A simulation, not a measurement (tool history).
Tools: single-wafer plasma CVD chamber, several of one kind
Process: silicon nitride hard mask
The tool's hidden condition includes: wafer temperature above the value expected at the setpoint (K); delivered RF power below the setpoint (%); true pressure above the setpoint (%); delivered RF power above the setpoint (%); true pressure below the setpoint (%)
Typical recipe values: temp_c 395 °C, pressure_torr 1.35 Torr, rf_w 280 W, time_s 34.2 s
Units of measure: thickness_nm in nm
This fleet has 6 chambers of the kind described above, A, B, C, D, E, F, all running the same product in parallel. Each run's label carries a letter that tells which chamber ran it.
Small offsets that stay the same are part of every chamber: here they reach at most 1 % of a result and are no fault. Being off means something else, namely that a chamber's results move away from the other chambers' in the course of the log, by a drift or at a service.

run	day	temp_c	pressure_torr	rf_w	time_s	hours since the last thermocouple change	hours since the last RF generator calibration	hours since the last manometer calibration	read-back reference wafer on the same gauge, thickness_nm	thickness_nm
1D	0.383	395	1.35	280	34.2	487.1	343.6	366.7	40.499	35.885
2F	0.883	395	1.35	280	34.2	347.1	1308.3	374.9	40.498	35.604
3B	1.321	395	1.35	280	34.2	1495.8	176.5	619.5	40.484	36.095
# day 1.529: chamber E: RF generator calibrated
4E	1.892	395	1.35	280	34.2	234.7	8.8	2632.7	40.474	36.157
5C	2.404	388	1.35	280	34.2	403.0	554.5	387.1	40.472	35.774
6A	2.779	388	1.35	280	34.2	117.1	949.5	1054.3	40.472	35.905
7D	3.362	388	1.35	280	34.2	558.6	415.1	438.2	40.463	36.011
8E	3.817	388	1.35	280	34.2	280.9	55.0	2678.9	40.462	36.114
9A	4.333	388	1.35	280	34.2	154.4	986.8	1091.6	40.451	35.981
10F	4.792	388	1.35	280	34.2	440.9	1402.1	468.7	40.445	35.628
11C	5.392	395	1.35	280	34.2	474.7	626.2	458.8	40.436	35.644
12B	5.983	395	1.35	280	34.2	1607.7	288.4	731.4	40.441	36.031
13C	6.575	395	1.19	280	28.9	503.1	654.6	487.2	40.422	28.946
14B	6.888	395	1.19	280	28.9	1629.4	310.1	753.1	40.438	29.326
15E	7.438	395	1.19	280	28.9	367.8	141.9	2765.8	40.412	29.312
16A	7.712	395	1.19	280	28.9	235.5	1067.9	1172.7	40.421	29.070
17F	7.979	395	1.19	280	28.9	517.4	1478.6	545.2	40.420	28.804
18D	8.438	395	1.19	280	28.9	680.4	536.9	560.0	40.410	29.104
19E	8.942	395	1.35	280	34.2	403.9	178.0	2801.9	40.416	36.004
20B	9.271	395	1.35	280	34.2	1686.6	367.3	810.3	40.411	36.061
21D	9.771	395	1.35	280	34.2	712.4	568.9	592.0	40.383	35.852
22A	10.171	406	1.02	280	34.2	294.5	1126.9	1231.7	40.399	32.623
23F	10.738	406	1.02	280	34.2	583.6	1544.8	611.4	40.395	32.144
24C	11.292	406	1.02	280	34.2	616.3	767.8	600.4	40.384	32.359
25F	11.617	406	1.02	280	34.2	604.7	1565.9	632.5	40.383	32.178
26A	12.004	406	1.02	280	34.2	338.5	1170.9	1275.7	40.363	32.560
27B	12.471	406	1.02	280	34.2	1763.4	444.1	887.1	40.368	32.749
28D	12.933	395	1.35	280	34.2	788.3	644.8	667.9	40.368	35.742
29C	13.379	395	1.35	280	34.2	666.4	817.9	650.5	40.367	35.551
30E	13.921	395	1.35	280	34.2	523.4	297.5	2921.4	40.358	35.988
31F	14.254	395	1.35	280	34.2	668.0	1629.2	695.8	40.355	35.461
32D	14.692	395	1.35	280	34.2	830.5	687.0	710.1	40.356	35.845
33A	15.196	395	1.35	280	34.2	415.1	1247.5	1352.3	40.346	35.686
34B	15.779	395	1.35	280	34.2	1842.8	523.5	966.5	40.331	35.935
35E	16.054	395	1.35	280	28.4	574.6	348.7	2972.6	40.332	29.862
36C	16.488	395	1.35	280	28.4	741.0	892.5	725.1	40.331	29.530
37A	17.000	395	1.35	280	28.4	458.4	1290.8	1395.6	40.324	29.679

The same settings go to every chamber for the next run, one line per chamber below. Forecast the results for each:
38A	17.442	395	1.35	280	34.2					?
38B	17.442	395	1.35	280	34.2					?
38C	17.442	395	1.35	280	34.2					?
38D	17.442	395	1.35	280	34.2					?
38E	17.442	395	1.35	280	34.2					?
38F	17.442	395	1.35	280	34.2					?

run	thickness_nm
38A	35.687
38B	36.007
38C	35.538
38D	35.746
38E	35.980
38F	35.397
